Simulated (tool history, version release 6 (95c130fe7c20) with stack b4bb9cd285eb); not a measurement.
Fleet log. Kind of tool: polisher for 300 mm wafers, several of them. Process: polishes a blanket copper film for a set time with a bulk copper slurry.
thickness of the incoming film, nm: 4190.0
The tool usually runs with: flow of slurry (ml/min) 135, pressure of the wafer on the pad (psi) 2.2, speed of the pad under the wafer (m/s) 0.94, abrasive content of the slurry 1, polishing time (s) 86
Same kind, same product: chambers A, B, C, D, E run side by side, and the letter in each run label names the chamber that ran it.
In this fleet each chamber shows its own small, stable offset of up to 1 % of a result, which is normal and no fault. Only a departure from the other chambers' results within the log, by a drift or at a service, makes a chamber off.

run	day	flow of slurry (ml/min)	pressure of the wafer on the pad (psi)	speed of the pad under the wafer (m/s)	abrasive content of the slurry	polishing time (s)	wafers polished on this pad	hours since the slurry nozzle was cleaned	hours since the head pressure was calibrated	hours since the slurry blender was calibrated	film removed (Å)
1B	0.121	135	2.2	0.94	1	86	157	420.3	599.4	97.4	5620.2
2C	0.271	135	2.2	0.94	1	86	647	94.5	374.9	22.4	5522.2
3A	0.504	135	2.2	0.94	1	86	834	126.5	695	275	5464.2
4D	0.762	135	2.2	0.94	1	86	880	23.7	469.2	430.7	5495.5
# day 0.929: chamber A: worn pad replaced by a new one
5E	1.012	135	2.2	0.94	1	86	485	424.1	322.6	220.2	5606.3
6E	1.258	135	2.2	0.94	1	86	525	430	328.5	226.1	5562
7B	1.458	135	2.2	0.94	1	86	378	452.4	631.5	129.5	5523.5
# day 1.5: chamber D: slurry blender recalibrated
8C	1.579	95	2.2	0.78	1	86	863	125.9	406.3	53.8	4209.7
9D	1.696	95	2.2	0.78	1	86	1034	46.1	491.6	4.7	4228.9
10A	1.954	95	2.2	0.78	1	86	169	161.3	729.8	309.8	4154.7
11A	2.217	95	2.2	0.78	1	86	212	167.6	736.1	316.1	4173
12C	2.388	95	2.2	0.78	1	86	997	145.3	425.7	73.2	4209.6
13B	2.638	135	2.2	0.94	1	86	572	480.7	659.8	157.8	5531.1
14D	2.871	135	2.2	0.94	1	86	1228	74.3	519.8	32.9	5417
15E	2.992	155	1.6	0.94	1	86	812	471.6	370.1	267.7	4103.1
16D	3.196	155	1.6	0.94	1	86	1282	82.1	527.6	40.7	4057.4
17E	3.375	155	1.6	0.94	1	86	875	480.8	379.3	276.9	4160.1
18C	3.604	155	1.6	0.94	1	86	1198	174.5	454.9	102.4	4054.3
19B	3.767	155	1.6	0.94	1	86	759	507.8	686.9	184.9	4111
# day 3.808: chamber E: head pressure recalibrated
# day 3.9: chamber E: slurry nozzle cleaned
20A	4.012	100	2.2	0.94	1	86	509	210.7	779.2	359.2	5061.8
21D	4.179	100	2.2	0.94	1	86	1444	105.7	551.2	64.3	4906.4
22A	4.371	100	2.2	0.94	1	86	568	219.3	787.8	367.8	5039.5
# day 4.521: chamber B: slurry blender recalibrated
# day 4.538: chamber C: slurry blender recalibrated
# day 4.588: chamber A: slurry blender recalibrated
23B	4.592	100	2.2	0.94	1	86	895	527.6	706.7	1.8	5194.1
24E	4.775	100	2.2	0.94	1	86	1106	21.1	23.3	310.5	5232.1
25C	4.904	135	2.2	0.94	1	86	1413	205.7	486.1	8.9	5526.9
26E	5.1	135	2.2	0.94	1	86	1160	28.9	31.1	318.3	5522.1
27D	5.325	135	2.2	0.94	1	86	1633	133.2	578.7	91.8	5245.4
28B	5.492	135	2.2	0.94	1	86	1044	549.2	728.3	23.4	5506.6
# day 5.679: chamber A: worn pad replaced by a new one
29A	5.692	135	2.2	0.94	1	86	2	251	819.5	26.5	5474.5
# day 5.696: chamber C: worn pad replaced by a new one
# day 5.767: chamber B: slurry nozzle cleaned
30C	5.942	135	2.2	0.94	1	86	40	230.6	511	33.8	5582.2
31B	6.154	135	2.2	0.94	1	86	1153	9.4	744.2	39.3	5493.6
# day 6.217: chamber E: worn pad replaced by a new one
# day 6.342: chamber B: worn pad replaced by a new one
32C	6.404	135	2.2	0.94	1	86	117	241.7	522.1	44.9	5469.8
33A	6.65	135	2.2	0.94	1	86	160	274	842.5	49.5	5540.3
34E	6.808	135	2.2	0.94	1	86	98	69.9	72.1	359.3	5522.5
35D	7.046	135	2.2	0.94	1	86	1918	174.5	620	133.1	5167.3
36B	7.242	135	2.2	0.94	1	86	149	35.5	770.3	65.4	5557.3
37C	7.475	135	2.2	0.94	1	86	294	267.4	547.8	70.6	5477.4
38D	7.608	135	2.2	0.94	1	86	2011	188	633.5	146.6	5093.9
39A	7.758	135	2.2	0.94	1	86	344	300.6	869.1	76.1	5477.7

Predict what each chamber gives when all 5 of them run the settings below next.
40A	7.95	115	2.2	0.94	1	86					?
40B	7.95	115	2.2	0.94	1	86					?
40C	7.95	115	2.2	0.94	1	86					?
40D	7.95	115	2.2	0.94	1	86					?
40E	7.95	115	2.2	0.94	1	86					?

run	film removed (Å)
40A	5285.9
40B	5309.4
40C	5339.6
40D	4890
40E	5392.3

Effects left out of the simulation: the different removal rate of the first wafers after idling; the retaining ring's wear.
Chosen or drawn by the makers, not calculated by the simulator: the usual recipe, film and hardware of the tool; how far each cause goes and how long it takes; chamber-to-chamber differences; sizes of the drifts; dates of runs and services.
